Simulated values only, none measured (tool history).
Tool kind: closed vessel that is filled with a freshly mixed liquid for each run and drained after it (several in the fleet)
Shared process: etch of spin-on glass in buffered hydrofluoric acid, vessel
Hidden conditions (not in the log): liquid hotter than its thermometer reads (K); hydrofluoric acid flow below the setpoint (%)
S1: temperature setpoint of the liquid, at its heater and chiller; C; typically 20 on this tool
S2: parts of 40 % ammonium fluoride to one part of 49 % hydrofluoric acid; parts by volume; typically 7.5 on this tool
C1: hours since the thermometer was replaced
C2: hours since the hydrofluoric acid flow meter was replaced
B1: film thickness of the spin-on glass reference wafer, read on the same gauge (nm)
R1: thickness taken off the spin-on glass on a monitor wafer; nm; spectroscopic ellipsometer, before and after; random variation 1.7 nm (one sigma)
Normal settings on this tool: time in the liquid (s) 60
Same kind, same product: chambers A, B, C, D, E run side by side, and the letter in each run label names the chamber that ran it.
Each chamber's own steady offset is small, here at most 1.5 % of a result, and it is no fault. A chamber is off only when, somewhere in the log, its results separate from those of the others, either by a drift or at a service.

run 1C hour=5.8 | S1=20 S2=7.5 time_in_the_liquid_(s)=60 | C1=584.4 C2=1107.6 | B1=100.02 | R1=227.39
run 2D hour=13.3 | S1=20 S2=7.5 time_in_the_liquid_(s)=60 | C1=87.7 C2=1220.4 | B1=99.997 | R1=227.98
run 3B hour=21 | S1=20 S2=7.5 time_in_the_liquid_(s)=60 | C1=125.7 C2=950 | B1=100.01 | R1=228.83
run 4E hour=31.7 | S1=20 S2=7.5 time_in_the_liquid_(s)=60 | C1=90.5 C2=850.5 | B1=99.991 | R1=229.01
run 5A hour=39.7 | S1=20 S2=7.5 time_in_the_liquid_(s)=60 | C1=1877.7 C2=572 | B1=100.01 | R1=226.45
run 6A hour=50.9 | S1=20 S2=7.5 time_in_the_liquid_(s)=60 | C1=1888.9 C2=583.2 | B1=99.972 | R1=227.76
run 7E hour=56.5 | S1=20 S2=7.5 time_in_the_liquid_(s)=60 | C1=115.3 C2=875.3 | B1=100.02 | R1=228.9
run 8C hour=69.3 | S1=20 S2=7.5 time_in_the_liquid_(s)=60 | C1=647.9 C2=1171.1 | B1=99.994 | R1=225.41
run 9B hour=80.3 | S1=20 S2=7.5 time_in_the_liquid_(s)=60 | C1=185 C2=1009.3 | B1=99.999 | R1=227.79
run 10D hour=88.1 | S1=20 S2=7.5 time_in_the_liquid_(s)=60 | C1=162.5 C2=1295.2 | B1=99.978 | R1=229.23
run 11B hour=99.6 | S1=23 S2=7.5 time_in_the_liquid_(s)=60 | C1=204.3 C2=1028.6 | B1=100.02 | R1=264.42
run 12D hour=109.9 | S1=23 S2=7.5 time_in_the_liquid_(s)=60 | C1=184.3 C2=1317 | B1=100.01 | R1=270.16
run 13C hour=115.9 | S1=23 S2=7.5 time_in_the_liquid_(s)=60 | C1=694.5 C2=1217.7 | B1=100 | R1=269.27
run 14E hour=126.2 | S1=23 S2=7.5 time_in_the_liquid_(s)=60 | C1=185 C2=945 | B1=100.02 | R1=269.79
-- hour=131.1 chamber D: hydrofluoric acid flow meter replaced
run 15A hour=137.1 | S1=23 S2=7.5 time_in_the_liquid_(s)=60 | C1=1975.1 C2=669.4 | B1=100.01 | R1=270.44
run 16D hour=145.2 | S1=20 S2=7.5 time_in_the_liquid_(s)=60 | C1=219.6 C2=14.2 | B1=99.992 | R1=228.41
run 17C hour=155.3 | S1=20 S2=7.5 time_in_the_liquid_(s)=60 | C1=733.9 C2=1257.1 | B1=99.999 | R1=226.58
run 18B hour=165.7 | S1=20 S2=7.5 time_in_the_liquid_(s)=60 | C1=270.4 C2=1094.7 | B1=99.977 | R1=234.47
run 19E hour=174.5 | S1=20 S2=7.5 time_in_the_liquid_(s)=60 | C1=233.3 C2=993.3 | B1=100.01 | R1=229.64
run 20A hour=181.6 | S1=20 S2=7.5 time_in_the_liquid_(s)=60 | C1=2019.6 C2=713.9 | B1=99.995 | R1=227.24
-- hour=192.4 chamber A: thermometer replaced
run 21E hour=194 | S1=17.5 S2=5.5 time_in_the_liquid_(s)=60 | C1=252.8 C2=1012.8 | B1=100 | R1=260.5
run 22A hour=201.5 | S1=17.5 S2=5.5 time_in_the_liquid_(s)=60 | C1=9.2 C2=733.8 | B1=99.998 | R1=262.28
run 23C hour=207.2 | S1=17.5 S2=5.5 time_in_the_liquid_(s)=60 | C1=785.8 C2=1309 | B1=99.988 | R1=262.14
run 24B hour=218.3 | S1=17.5 S2=5.5 time_in_the_liquid_(s)=60 | C1=323 C2=1147.3 | B1=99.989 | R1=278.37
run 25D hour=228 | S1=17.5 S2=5.5 time_in_the_liquid_(s)=60 | C1=302.4 C2=97 | B1=99.997 | R1=263.6
run 26E hour=239.9 | S1=20 S2=7.5 time_in_the_liquid_(s)=60 | C1=298.7 C2=1058.7 | B1=100.01 | R1=233.08
run 27B hour=250.7 | S1=20 S2=7.5 time_in_the_liquid_(s)=60 | C1=355.4 C2=1179.7 | B1=99.998 | R1=247.62
run 28D hour=258.3 | S1=20 S2=7.5 time_in_the_liquid_(s)=60 | C1=332.7 C2=127.3 | B1=99.992 | R1=229.14
run 29C hour=267.7 | S1=20 S2=7.5 time_in_the_liquid_(s)=60 | C1=846.3 C2=1369.5 | B1=100.01 | R1=225.06
run 30A hour=277.1 | S1=20 S2=7.5 time_in_the_liquid_(s)=60 | C1=84.8 C2=809.4 | B1=100.02 | R1=228.08
run 31E hour=286.1 | S1=20 S2=7.5 time_in_the_liquid_(s)=60 | C1=344.9 C2=1104.9 | B1=99.991 | R1=229.09
run 32D hour=291.9 | S1=20 S2=7.5 time_in_the_liquid_(s)=70 | C1=366.3 C2=160.9 | B1=99.99 | R1=269.8

Read the log: is a single chamber off, either drifting away or since a service, is the gauge that measures every chamber drifting, or is nothing wrong beyond small per-chamber offsets? Name any odd chamber and what most likely caused it.

Little by little, chamber B moves away from the other chambers.
Likeliest cause: liquid hotter than its thermometer reads (K) = 1.93.
From this log alone, it may not be told apart from: hydrofluoric acid flow above the setpoint (%).

Chamber B could run next with any of the 4 candidate recipes listed below; each alters the usual settings, and their results appear as question marks. Which one brings its results back in line with what the other chambers deliver on the usual settings?
Counts as in line when no further than this from what the other chambers average on the usual settings: R1 5.9 nm
run 33B-1 hour=301.2 | S1=19.5 S2=7.5 time_in_the_liquid_(s)=60 | R1=?
run 33B-2 hour=301.2 | S1=20.5 S2=7 time_in_the_liquid_(s)=60 | R1=?
run 33B-3 hour=301.2 | S1=18 S2=7.5 time_in_the_liquid_(s)=60 | R1=?
run 33B-4 hour=301.2 | S1=20.5 S2=7.5 time_in_the_liquid_(s)=60 | R1=?

The mean the other chambers reach with the usual settings: R1 228.14 nm
run=33B-1 R1=245.17
run=33B-2 R1=278.47
run=33B-3 R1=225.78
run=33B-4 R1=258.8
Change 33B-3 lands the chamber within the allowed miss of the other chambers.
